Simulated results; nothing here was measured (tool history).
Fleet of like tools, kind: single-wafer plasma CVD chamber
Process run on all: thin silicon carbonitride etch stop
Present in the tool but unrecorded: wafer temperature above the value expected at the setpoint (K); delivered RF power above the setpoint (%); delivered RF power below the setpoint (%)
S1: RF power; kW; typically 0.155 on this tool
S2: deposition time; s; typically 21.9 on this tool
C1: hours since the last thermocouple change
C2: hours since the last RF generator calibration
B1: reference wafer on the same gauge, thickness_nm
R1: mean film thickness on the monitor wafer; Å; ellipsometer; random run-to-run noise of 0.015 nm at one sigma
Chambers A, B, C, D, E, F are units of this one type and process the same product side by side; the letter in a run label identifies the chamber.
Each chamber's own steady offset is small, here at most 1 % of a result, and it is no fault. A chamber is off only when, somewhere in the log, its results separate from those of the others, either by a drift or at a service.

run 1B hour=11.9 | S1=0.155 S2=21.9 | C1=354.5 C2=810.4 | B1=12.304 | R1=115.1
run 2E hour=24.5 | S1=0.155 S2=21.9 | C1=1344.4 C2=283.1 | B1=12.304 | R1=116.41
run 3C hour=37.9 | S1=0.155 S2=21.9 | C1=1796.8 C2=155.7 | B1=12.307 | R1=115.39
run 4D hour=48.2 | S1=0.155 S2=21.9 | C1=484 C2=1097.6 | B1=12.312 | R1=116.1
run 5F hour=54.8 | S1=0.185 S2=21.9 | C1=1127.9 C2=1399.8 | B1=12.308 | R1=121.67
run 6A hour=62.7 | S1=0.185 S2=21.9 | C1=540.1 C2=258 | B1=12.313 | R1=122.84
run 7A hour=69.7 | S1=0.185 S2=21.9 | C1=547.1 C2=265 | B1=12.307 | R1=122.84
run 8B hour=83.2 | S1=0.185 S2=21.9 | C1=425.8 C2=881.7 | B1=12.317 | R1=121.77
run 9C hour=91.9 | S1=0.185 S2=21.9 | C1=1850.8 C2=209.7 | B1=12.312 | R1=121.76
run 10F hour=101.1 | S1=0.185 S2=21.9 | C1=1174.2 C2=1446.1 | B1=12.313 | R1=121.18
run 11D hour=113.2 | S1=0.155 S2=21.9 | C1=549 C2=1162.6 | B1=12.318 | R1=116.23
run 12E hour=120.9 | S1=0.155 S2=21.9 | C1=1440.8 C2=379.5 | B1=12.313 | R1=116.27
run 13D hour=134.5 | S1=0.155 S2=21.9 | C1=570.3 C2=1183.9 | B1=12.32 | R1=115.99
run 14E hour=146.4 | S1=0.155 S2=21.9 | C1=1466.3 C2=405 | B1=12.324 | R1=116.55
run 15A hour=155.1 | S1=0.155 S2=21.9 | C1=632.5 C2=350.4 | B1=12.321 | R1=116.37
run 16C hour=167 | S1=0.155 S2=21.9 | C1=1925.9 C2=284.8 | B1=12.321 | R1=115.89
run 17F hour=175.6 | S1=0.155 S2=21.9 | C1=1248.7 C2=1520.6 | B1=12.327 | R1=115.44
run 18B hour=187.4 | S1=0.155 S2=21.9 | C1=530 C2=985.9 | B1=12.329 | R1=115.51
run 19C hour=194 | S1=0.155 S2=21.9 | C1=1952.9 C2=311.8 | B1=12.329 | R1=115.88
-- hour=207.1 chamber D: RF generator calibrated
run 20A hour=207.2 | S1=0.155 S2=21.9 | C1=684.6 C2=402.5 | B1=12.329 | R1=116.51
run 21F hour=213.3 | S1=0.18 S2=21.9 | C1=1286.4 C2=1558.3 | B1=12.33 | R1=120.48
run 22D hour=225.8 | S1=0.18 S2=21.9 | C1=661.6 C2=18.8 | B1=12.333 | R1=121.53
run 23E hour=233.8 | S1=0.18 S2=21.9 | C1=1553.7 C2=492.4 | B1=12.335 | R1=121.7
run 24B hour=242.6 | S1=0.18 S2=21.9 | C1=585.2 C2=1041.1 | B1=12.34 | R1=120.8
run 25F hour=253.8 | S1=0.18 S2=21.9 | C1=1326.9 C2=1598.8 | B1=12.334 | R1=121.08
run 26B hour=266.5 | S1=0.18 S2=21.9 | C1=609.1 C2=1065 | B1=12.338 | R1=121.05
run 27C hour=277.1 | S1=0.155 S2=21.9 | C1=2036 C2=394.9 | B1=12.34 | R1=115.65
run 28A hour=289.3 | S1=0.155 S2=21.9 | C1=766.7 C2=484.6 | B1=12.339 | R1=116.79
run 29D hour=298 | S1=0.155 S2=21.9 | C1=733.8 C2=91 | B1=12.341 | R1=116.37
run 30E hour=308.8 | S1=0.155 S2=21.9 | C1=1628.7 C2=567.4 | B1=12.347 | R1=116.98
run 31E hour=321.9 | S1=0.135 S2=24 | C1=1641.8 C2=580.5 | B1=12.347 | R1=122.96
run 32D hour=328.9 | S1=0.135 S2=24 | C1=764.7 C2=121.9 | B1=12.347 | R1=122.16
run 33A hour=339 | S1=0.135 S2=24 | C1=816.4 C2=534.3 | B1=12.349 | R1=122.63
run 34C hour=349.6 | S1=0.135 S2=24 | C1=2108.5 C2=467.4 | B1=12.352 | R1=122.07
run 35F hour=361.6 | S1=0.135 S2=24 | C1=1434.7 C2=1706.6 | B1=12.349 | R1=122.02
run 36B hour=374.4 | S1=0.135 S2=24 | C1=717 C2=1172.9 | B1=12.358 | R1=121.7
run 37E hour=383.2 | S1=0.155 S2=21.9 | C1=1703.1 C2=641.8 | B1=12.356 | R1=116.76
run 38F hour=393.9 | S1=0.155 S2=21.9 | C1=1467 C2=1738.9 | B1=12.356 | R1=115.73
run 39D hour=400.4 | S1=0.155 S2=21.9 | C1=836.2 C2=193.4 | B1=12.36 | R1=116.53
run 40A hour=406.5 | S1=0.155 S2=21.9 | C1=883.9 C2=601.8 | B1=12.358 | R1=116.6
run 41B hour=419 | S1=0.155 S2=21.9 | C1=761.6 C2=1217.5 | B1=12.361 | R1=115.85
run 42C hour=425.5 | S1=0.155 S2=21.9 | C1=2184.4 C2=543.3 | B1=12.365 | R1=115.95
run 43F hour=433.7 | S1=0.155 S2=21.9 | C1=1506.8 C2=1778.7 | B1=12.364 | R1=115.75
run 44B hour=442.6 | S1=0.155 S2=21.9 | C1=785.2 C2=1241.1 | B1=12.367 | R1=116.08

The same settings go to every chamber for the next run, one line per chamber below. Forecast the results for each:
run 45A hour=452.4 | S1=0.155 S2=25.1 | R1=?
run 45B hour=452.4 | S1=0.155 S2=25.1 | R1=?
run 45C hour=452.4 | S1=0.155 S2=25.1 | R1=?
run 45D hour=452.4 | S1=0.155 S2=25.1 | R1=?
run 45E hour=452.4 | S1=0.155 S2=25.1 | R1=?
run 45F hour=452.4 | S1=0.155 S2=25.1 | R1=?

run=45A R1=134.05
run=45B R1=133.06
run=45C R1=133.06
run=45D R1=133.89
run=45E R1=133.82
run=45F R1=132.54

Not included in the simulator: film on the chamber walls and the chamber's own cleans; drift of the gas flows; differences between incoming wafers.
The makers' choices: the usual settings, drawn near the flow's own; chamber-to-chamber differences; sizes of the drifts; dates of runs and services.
